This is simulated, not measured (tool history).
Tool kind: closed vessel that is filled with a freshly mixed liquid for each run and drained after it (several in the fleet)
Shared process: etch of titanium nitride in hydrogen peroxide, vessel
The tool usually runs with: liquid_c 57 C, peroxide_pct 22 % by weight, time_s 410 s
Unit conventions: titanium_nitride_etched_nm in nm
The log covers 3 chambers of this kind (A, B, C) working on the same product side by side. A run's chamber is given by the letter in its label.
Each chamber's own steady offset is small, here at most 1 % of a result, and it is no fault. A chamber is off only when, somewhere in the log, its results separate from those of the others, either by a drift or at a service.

| run | hour | liquid_c | peroxide_pct | time_s | hours since the thermometer was replaced | hours since the peroxide flow meter was replaced | hours since the drum of peroxide was connected | read-back film thickness of the titanium nitride reference wafer, read on the same gauge (nm) | titanium_nitride_etched_nm |
|---|---|---|---|---|---|---|---|---|---|
| 1C | 5.6 | 57 | 22 | 410 | 1501.5 | 1468.7 | 242.7 | 70 | 25.035 |
| 2A | 14.2 | 57 | 22 | 410 | 236 | 358.7 | 415.5 | 69.998 | 24.898 |
| 3B | 21.2 | 57 | 22 | 410 | 210.3 | 1341.7 | 271 | 69.993 | 25.02 |
| 4B | 30.1 | 57 | 22 | 410 | 219.2 | 1350.6 | 279.9 | 69.998 | 25.179 |
| 5A | 35.7 | 57 | 22 | 410 | 257.5 | 380.2 | 437 | 69.987 | 25.121 |
| 6C | 40.2 | 57 | 22 | 410 | 1536.1 | 1503.3 | 277.3 | 69.997 | 24.822 |
| 7C | 48.2 | 57 | 22 | 410 | 1544.1 | 1511.3 | 285.3 | 69.998 | 24.938 |
| 8B | 57.3 | 57 | 22 | 410 | 246.4 | 1377.8 | 307.1 | 70.003 | 24.696 |
| 9A | 65.8 | 57 | 22 | 410 | 287.6 | 410.3 | 467.1 | 70.024 | 24.876 |
| 10A | 74.8 | 57 | 22 | 410 | 296.6 | 419.3 | 476.1 | 69.998 | 24.815 |
| 11C | 84.1 | 57 | 22 | 410 | 1580 | 1547.2 | 321.2 | 70.016 | 24.479 |
| 12B | 93.6 | 57 | 22 | 410 | 282.7 | 1414.1 | 343.4 | 70.007 | 25.283 |
| 13C | 102.3 | 57 | 22 | 410 | 1598.2 | 1565.4 | 339.4 | 70.003 | 24.299 |
| 14B | 111.7 | 57 | 22 | 410 | 300.8 | 1432.2 | 361.5 | 70.002 | 25.017 |
| 15A | 117.7 | 57 | 22 | 410 | 339.5 | 462.2 | 519 | 69.993 | 24.999 |
| 16B | 123 | 57 | 22 | 410 | 312.1 | 1443.5 | 372.8 | 70.039 | 24.969 |
| 17A | 131.1 | 57 | 28.5 | 540 | 352.9 | 475.6 | 532.4 | 70.006 | 34.423 |
| 18C | 140.5 | 57 | 28.5 | 540 | 1636.4 | 1603.6 | 377.6 | 69.986 | 33.891 |
| 19A | 145.6 | 57 | 28.5 | 540 | 367.4 | 490.1 | 546.9 | 70.027 | 35.153 |
| 20B | 155.4 | 57 | 22 | 410 | 344.5 | 1475.9 | 405.2 | 70.008 | 24.973 |
| 21C | 163.6 | 57 | 22 | 410 | 1659.5 | 1626.7 | 400.7 | 70.025 | 23.597 |
| 22A | 171 | 66 | 18 | 410 | 392.8 | 515.5 | 572.3 | 70.003 | 44.492 |
| 23B | 176.4 | 66 | 18 | 410 | 365.5 | 1496.9 | 426.2 | 70.013 | 44.082 |
|  | 178.5 | chamber C: new drum of peroxide connected |
| 24C | 183.3 | 66 | 18 | 410 | 1679.2 | 1646.4 | 4.9 | 70.004 | 40.68 |
| 25C | 188 | 57 | 22 | 410 | 1683.9 | 1651.1 | 9.6 | 70.001 | 23.321 |
| 26A | 197.2 | 57 | 22 | 410 | 419 | 541.7 | 598.5 | 69.989 | 25.039 |
| 27B | 202.5 | 57 | 22 | 410 | 391.6 | 1523 | 452.3 | 70.008 | 24.773 |
| 28C | 207.7 | 57 | 22 | 410 | 1703.6 | 1670.8 | 29.3 | 69.983 | 23.074 |
| 29B | 216.1 | 57 | 22 | 410 | 405.2 | 1536.6 | 465.9 | 70 | 24.974 |
| 30A | 225.2 | 57 | 22 | 410 | 447 | 569.7 | 626.5 | 69.974 | 24.748 |

Next, every chamber runs the same settings. What will each give?
| 31A | 232.3 | 57 | 22 | 410 |  |  |  |  | ? |
| 31B | 232.3 | 57 | 22 | 410 |  |  |  |  | ? |
| 31C | 232.3 | 57 | 22 | 410 |  |  |  |  | ? |

| run | titanium_nitride_etched_nm |
|---|---|
| 31A | 24.919 |
| 31B | 24.804 |
| 31C | 22.641 |
